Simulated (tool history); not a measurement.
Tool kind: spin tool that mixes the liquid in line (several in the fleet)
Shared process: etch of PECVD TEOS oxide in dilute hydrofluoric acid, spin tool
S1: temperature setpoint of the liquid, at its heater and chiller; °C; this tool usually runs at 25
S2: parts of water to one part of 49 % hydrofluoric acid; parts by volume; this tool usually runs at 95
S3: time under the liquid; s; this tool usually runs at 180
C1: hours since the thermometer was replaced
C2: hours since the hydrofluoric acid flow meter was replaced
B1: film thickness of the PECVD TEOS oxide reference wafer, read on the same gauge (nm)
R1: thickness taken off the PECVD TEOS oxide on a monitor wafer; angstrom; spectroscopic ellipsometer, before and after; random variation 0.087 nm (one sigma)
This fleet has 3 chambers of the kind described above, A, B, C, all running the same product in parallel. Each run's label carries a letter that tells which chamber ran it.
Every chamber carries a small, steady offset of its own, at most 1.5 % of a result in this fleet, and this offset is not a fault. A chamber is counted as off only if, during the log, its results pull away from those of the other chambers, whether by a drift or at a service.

{"run": "1C", "day": 0.208, "S1": 25, "S2": 95, "S3": 180, "C1": 78.6, "C2": 637, "B1": 150.02, "R1": 191.82}
{"run": "2A", "day": 0.338, "S1": 25, "S2": 95, "S3": 180, "C1": 2351, "C2": 185.3, "B1": 150.01, "R1": 194.48}
{"run": "3B", "day": 0.525, "S1": 25, "S2": 95, "S3": 180, "C1": 873.7, "C2": 862.2, "B1": 149.99, "R1": 193.13}
{"run": "4A", "day": 0.671, "S1": 25, "S2": 95, "S3": 180, "C1": 2359, "C2": 193.3, "B1": 149.99, "R1": 193.7}
{"run": "5B", "day": 0.788, "S1": 25, "S2": 95, "S3": 180, "C1": 880, "C2": 868.5, "B1": 150, "R1": 191.73}
{"run": "6C", "day": 0.9, "S1": 25, "S2": 95, "S3": 180, "C1": 95.2, "C2": 653.6, "B1": 150, "R1": 192.21}
{"run": "7C", "day": 1.075, "S1": 25, "S2": 80, "S3": 180, "C1": 99.4, "C2": 657.8, "B1": 149.99, "R1": 233.62}
{"run": "8B", "day": 1.196, "S1": 25, "S2": 80, "S3": 180, "C1": 889.8, "C2": 878.3, "B1": 150.04, "R1": 233.74}
{"run": "9A", "day": 1.404, "S1": 25, "S2": 80, "S3": 180, "C1": 2376.6, "C2": 210.9, "B1": 150, "R1": 235.83}
{"run": "10A", "day": 1.538, "S1": 25, "S2": 95, "S3": 280, "C1": 2379.8, "C2": 214.1, "B1": 150.01, "R1": 301.73}
{"run": "11C", "day": 1.742, "S1": 25, "S2": 95, "S3": 280, "C1": 115.4, "C2": 673.8, "B1": 149.95, "R1": 298.04}
{"run": "12B", "day": 1.983, "S1": 25, "S2": 95, "S3": 280, "C1": 908.7, "C2": 897.2, "B1": 149.97, "R1": 300.2}
{"run": "13C", "day": 2.092, "S1": 25, "S2": 95, "S3": 180, "C1": 123.8, "C2": 682.2, "B1": 150, "R1": 193.21}
{"run": "14B", "day": 2.254, "S1": 25, "S2": 95, "S3": 180, "C1": 915.2, "C2": 903.7, "B1": 150.04, "R1": 192.48}
{"run": "15A", "day": 2.442, "S1": 25, "S2": 95, "S3": 180, "C1": 2401.5, "C2": 235.8, "B1": 150, "R1": 192.92}
{"run": "16A", "day": 2.604, "S1": 25, "S2": 95, "S3": 180, "C1": 2405.4, "C2": 239.7, "B1": 150, "R1": 193.91}
{"run": "17C", "day": 2.833, "S1": 25, "S2": 95, "S3": 180, "C1": 141.6, "C2": 700, "B1": 149.96, "R1": 192.52}
{"run": "18B", "day": 3.012, "S1": 25, "S2": 95, "S3": 180, "C1": 933.4, "C2": 921.9, "B1": 149.95, "R1": 193.33}
{"run": "19A", "day": 3.192, "S1": 30, "S2": 95, "S3": 180, "C1": 2419.5, "C2": 253.8, "B1": 149.99, "R1": 234.57}
{"run": "20B", "day": 3.433, "S1": 30, "S2": 95, "S3": 180, "C1": 943.5, "C2": 932, "B1": 149.98, "R1": 233.98}
{"run": "21C", "day": 3.542, "S1": 30, "S2": 95, "S3": 180, "C1": 158.6, "C2": 717, "B1": 150, "R1": 234.73}
{"run": "22B", "day": 3.667, "S1": 25, "S2": 95, "S3": 180, "C1": 949.1, "C2": 937.6, "B1": 149.97, "R1": 193.57}
{"run": "23C", "day": 3.85, "S1": 25, "S2": 95, "S3": 180, "C1": 166, "C2": 724.4, "B1": 150.01, "R1": 192.18}
{"run": "24A", "day": 4.067, "S1": 25, "S2": 95, "S3": 180, "C1": 2440.5, "C2": 274.8, "B1": 150.04, "R1": 193.08}
{"run": "25B", "day": 4.283, "S1": 25, "S2": 95, "S3": 180, "C1": 963.9, "C2": 952.4, "B1": 149.98, "R1": 194.76}
{"run": "26A", "day": 4.408, "S1": 25, "S2": 95, "S3": 180, "C1": 2448.7, "C2": 283, "B1": 149.97, "R1": 192.77}
{"run": "27C", "day": 4.621, "S1": 25, "S2": 95, "S3": 180, "C1": 184.5, "C2": 742.9, "B1": 150.03, "R1": 192.13}
{"run": "28B", "day": 4.812, "S1": 25, "S2": 95, "S3": 180, "C1": 976.6, "C2": 965.1, "B1": 150.01, "R1": 194.57}
{"run": "29C", "day": 5.038, "S1": 29.5, "S2": 95, "S3": 180, "C1": 194.5, "C2": 752.9, "B1": 149.97, "R1": 229.27}
{"run": "30A", "day": 5.275, "S1": 29.5, "S2": 95, "S3": 180, "C1": 2469.5, "C2": 303.8, "B1": 150.04, "R1": 230.68}

Predict what each chamber gives when all 3 of them run the settings below next.
{"run": "31A", "day": 5.45, "S1": 21, "S2": 95, "S3": 180, "R1": "?"}
{"run": "31B", "day": 5.45, "S1": 21, "S2": 95, "S3": 180, "R1": "?"}
{"run": "31C", "day": 5.45, "S1": 21, "S2": 95, "S3": 180, "R1": "?"}

run=31A R1=164.18
run=31B R1=164.58
run=31C R1=163.48

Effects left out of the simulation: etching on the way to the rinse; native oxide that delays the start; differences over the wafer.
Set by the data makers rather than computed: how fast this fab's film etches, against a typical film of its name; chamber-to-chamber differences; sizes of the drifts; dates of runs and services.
